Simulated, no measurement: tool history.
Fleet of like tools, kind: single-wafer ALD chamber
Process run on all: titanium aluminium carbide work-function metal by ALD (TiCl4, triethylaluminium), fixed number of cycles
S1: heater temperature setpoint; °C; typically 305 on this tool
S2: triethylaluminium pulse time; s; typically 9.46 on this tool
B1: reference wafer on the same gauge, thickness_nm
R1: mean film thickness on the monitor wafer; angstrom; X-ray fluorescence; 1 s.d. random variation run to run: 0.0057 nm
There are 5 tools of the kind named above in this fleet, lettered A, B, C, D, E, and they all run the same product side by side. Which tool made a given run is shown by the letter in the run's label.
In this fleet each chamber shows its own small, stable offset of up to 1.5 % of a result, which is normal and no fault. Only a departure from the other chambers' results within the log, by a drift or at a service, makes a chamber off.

{"hour": 7.2, "done": "chamber C: thermocouple changed; heater temperature recalibrated"}
{"run": "1E", "hour": 9.5, "S1": 305, "S2": 9.46, "B1": 2.3909, "R1": 20.142}
{"run": "2A", "hour": 15.8, "S1": 305, "S2": 9.46, "B1": 2.3898, "R1": 20.17}
{"hour": 17.8, "done": "chamber A: thermocouple changed; heater temperature recalibrated"}
{"run": "3C", "hour": 25.3, "S1": 305, "S2": 9.46, "B1": 2.3891, "R1": 20.159}
{"run": "4B", "hour": 32.0, "S1": 305, "S2": 9.46, "B1": 2.3913, "R1": 20.244}
{"run": "5D", "hour": 42.4, "S1": 305, "S2": 9.46, "B1": 2.3911, "R1": 20.405}
{"run": "6E", "hour": 52.1, "S1": 305, "S2": 9.46, "B1": 2.3905, "R1": 20.017}
{"run": "7A", "hour": 59.7, "S1": 305, "S2": 9.46, "B1": 2.3885, "R1": 20.098}
{"run": "8C", "hour": 69.8, "S1": 311, "S2": 9.46, "B1": 2.3883, "R1": 20.579}
{"hour": 70.0, "done": "chamber B: thermocouple changed; heater temperature recalibrated"}
{"run": "9B", "hour": 76.7, "S1": 311, "S2": 9.46, "B1": 2.3907, "R1": 20.828}
{"run": "10D", "hour": 87.0, "S1": 311, "S2": 9.46, "B1": 2.3917, "R1": 20.848}
{"run": "11E", "hour": 98.0, "S1": 311, "S2": 9.46, "B1": 2.389, "R1": 20.572}
{"run": "12C", "hour": 107.2, "S1": 311, "S2": 9.46, "B1": 2.3903, "R1": 20.612}
{"run": "13D", "hour": 114.2, "S1": 305, "S2": 9.46, "B1": 2.3885, "R1": 20.298}
{"run": "14B", "hour": 122.4, "S1": 305, "S2": 9.46, "B1": 2.3889, "R1": 20.241}
{"run": "15A", "hour": 129.2, "S1": 292, "S2": 10.6, "B1": 2.3914, "R1": 19.235}
{"run": "16D", "hour": 139.2, "S1": 292, "S2": 10.6, "B1": 2.3889, "R1": 19.501}
{"run": "17B", "hour": 150.1, "S1": 292, "S2": 10.6, "B1": 2.3901, "R1": 19.406}
{"run": "18A", "hour": 161.9, "S1": 292, "S2": 10.6, "B1": 2.3883, "R1": 19.272}
{"run": "19E", "hour": 169.6, "S1": 292, "S2": 10.6, "B1": 2.39, "R1": 19.199}
{"run": "20C", "hour": 179.0, "S1": 305, "S2": 9.46, "B1": 2.3892, "R1": 20.137}
{"run": "21C", "hour": 186.2, "S1": 305, "S2": 9.46, "B1": 2.3913, "R1": 20.095}
{"run": "22D", "hour": 194.8, "S1": 305, "S2": 9.46, "B1": 2.3894, "R1": 20.258}
{"run": "23A", "hour": 204.3, "S1": 305, "S2": 9.46, "B1": 2.3901, "R1": 20.174}
{"run": "24E", "hour": 213.7, "S1": 305, "S2": 9.46, "B1": 2.3911, "R1": 20.194}
{"run": "25B", "hour": 222.0, "S1": 305, "S2": 7.49, "B1": 2.3912, "R1": 19.482}
{"run": "26C", "hour": 229.5, "S1": 305, "S2": 7.49, "B1": 2.3896, "R1": 19.374}
{"run": "27E", "hour": 238.1, "S1": 305, "S2": 7.49, "B1": 2.39, "R1": 19.289}
{"run": "28B", "hour": 246.2, "S1": 305, "S2": 7.49, "B1": 2.392, "R1": 19.498}
{"run": "29D", "hour": 251.5, "S1": 305, "S2": 7.49, "B1": 2.3883, "R1": 19.704}
{"run": "30A", "hour": 262.2, "S1": 310, "S2": 8.12, "B1": 2.389, "R1": 20.097}
{"run": "31C", "hour": 270.8, "S1": 310, "S2": 8.12, "B1": 2.3887, "R1": 20.056}
{"run": "32E", "hour": 276.4, "S1": 310, "S2": 8.12, "B1": 2.3885, "R1": 20.042}
{"run": "33D", "hour": 283.8, "S1": 310, "S2": 8.12, "B1": 2.3889, "R1": 20.388}
{"run": "34B", "hour": 291.5, "S1": 310, "S2": 8.12, "B1": 2.3886, "R1": 20.255}
{"run": "35A", "hour": 303.6, "S1": 305, "S2": 9.46, "B1": 2.3901, "R1": 20.094}

Next, all 5 chambers run the settings below, one line each with question marks for the results. What does each chamber give?
{"run": "36A", "hour": 312.2, "S1": 305, "S2": 9.46, "R1": "?"}
{"run": "36B", "hour": 312.2, "S1": 305, "S2": 9.46, "R1": "?"}
{"run": "36C", "hour": 312.2, "S1": 305, "S2": 9.46, "R1": "?"}
{"run": "36D", "hour": 312.2, "S1": 305, "S2": 9.46, "R1": "?"}
{"run": "36E", "hour": 312.2, "S1": 305, "S2": 9.46, "R1": "?"}

run=36A R1=20.221
run=36B R1=20.226
run=36C R1=20.09
run=36D R1=20.388
run=36E R1=20.098

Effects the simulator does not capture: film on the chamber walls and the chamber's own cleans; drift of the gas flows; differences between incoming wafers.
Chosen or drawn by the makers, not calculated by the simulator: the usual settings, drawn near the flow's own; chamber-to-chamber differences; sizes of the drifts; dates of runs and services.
